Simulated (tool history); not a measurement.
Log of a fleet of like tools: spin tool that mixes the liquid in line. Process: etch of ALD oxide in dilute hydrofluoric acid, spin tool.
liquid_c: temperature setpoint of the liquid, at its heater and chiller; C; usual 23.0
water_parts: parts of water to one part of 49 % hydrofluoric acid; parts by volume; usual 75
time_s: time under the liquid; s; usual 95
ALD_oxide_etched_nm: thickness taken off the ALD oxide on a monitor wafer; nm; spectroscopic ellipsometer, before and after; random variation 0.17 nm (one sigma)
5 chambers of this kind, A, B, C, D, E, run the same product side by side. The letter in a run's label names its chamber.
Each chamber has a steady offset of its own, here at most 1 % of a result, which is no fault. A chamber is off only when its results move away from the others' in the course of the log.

run,day,liquid_c,water_parts,time_s,"read-back film thickness of the ALD oxide reference wafer, read on the same gauge (nm)",ALD_oxide_etched_nm
1C,0.667,23.0,75,95,70.008,30.4110
2B,1.042,23.0,75,95,69.935,30.6090
3A,1.508,23.0,75,95,69.975,30.6050
4D,1.967,23.0,75,95,69.995,30.1720
5E,2.475,23.0,75,95,69.971,30.3010
6A,2.958,23.0,75,95,69.995,30.4160
7C,3.592,23.0,75,95,69.984,30.6300
8B,4.242,23.0,75,95,70.001,30.5240
9E,4.725,23.0,75,95,69.974,30.0700
10D,5.192,23.0,105,45,69.981,9.9238
11B,5.550,23.0,105,45,70.019,9.9932
12C,6.146,23.0,105,45,69.996,9.8986
13E,6.662,23.0,105,45,70.000,9.8759
14A,7.033,23.0,105,45,70.023,9.8078
15D,7.525,23.0,75,95,70.003,30.4600
16E,7.838,23.0,75,95,70.023,30.5460
17A,8.375,23.0,75,95,69.966,30.6610
18B,8.854,23.0,75,55,70.026,17.7230
19D,9.229,23.0,75,55,69.977,17.5540
20C,9.604,23.0,75,55,69.996,17.8360
21E,10.017,23.0,75,55,69.992,18.0960
22C,10.475,23.0,75,55,69.986,17.8560
23D,10.883,23.0,75,95,70.028,30.5910
24B,11.279,23.0,75,95,69.967,30.5510
25A,11.767,23.0,75,95,70.005,30.3800
26C,12.312,23.0,75,95,69.999,30.8440
27B,12.629,23.0,55,95,70.006,42.5880
28D,12.933,23.0,55,95,70.016,42.1470
29A,13.338,23.0,55,95,70.023,42.7490
30E,13.892,23.0,55,95,69.995,44.4130
31B,14.296,23.0,55,95,70.024,42.3820
32A,14.850,23.0,75,95,70.012,30.5520
33D,15.408,21.5,115,95,69.986,17.9050
34E,15.950,21.5,115,95,69.966,18.6830
35C,16.538,21.5,115,95,70.004,17.9030
36C,16.838,21.5,115,95,69.983,17.8660
37D,17.500,21.5,115,95,70.035,17.8820
38B,18.162,23.0,65,140,69.997,52.4410
39A,18.567,23.0,65,140,70.004,53.1260
40E,19.029,23.0,65,140,70.024,55.6570
41C,19.408,23.0,65,140,70.022,52.9420
42A,19.775,23.0,65,140,69.992,52.7930
43E,20.208,23.0,75,95,69.978,32.5140
44B,20.579,23.0,75,95,70.035,30.6140

Is one chamber off against the others, does the gauge drift, or is nothing wrong? If a chamber is off, say which, and what the likeliest cause is.

Chamber E drifts away from the others.
Cause: liquid hotter than its thermometer reads (K) = 1.83.
The log may not tell that from: hydrofluoric acid flow above the setpoint (%).

Here are 4 candidates for chamber E's next run, each the usual settings with a change, their results left as question marks. Which one brings its results back in line with what the others give on the usual settings?
In line means no further than this from the other chambers' mean on the usual settings: ALD_oxide_etched_nm 0.5900 nm
45E-1,21.058,23.0,70,100,,?
45E-2,21.058,21.5,75,95,,?
45E-3,21.058,24.5,75,95,,?
45E-4,21.058,23.0,80,90,,?

The other chambers' mean on the usual settings: ALD_oxide_etched_nm 30.5060 nm
run,ALD_oxide_etched_nm
45E-1,37.0600
45E-2,30.6750
45E-3,34.6630
45E-4,28.7590
45E-2 brings the chamber back in line.

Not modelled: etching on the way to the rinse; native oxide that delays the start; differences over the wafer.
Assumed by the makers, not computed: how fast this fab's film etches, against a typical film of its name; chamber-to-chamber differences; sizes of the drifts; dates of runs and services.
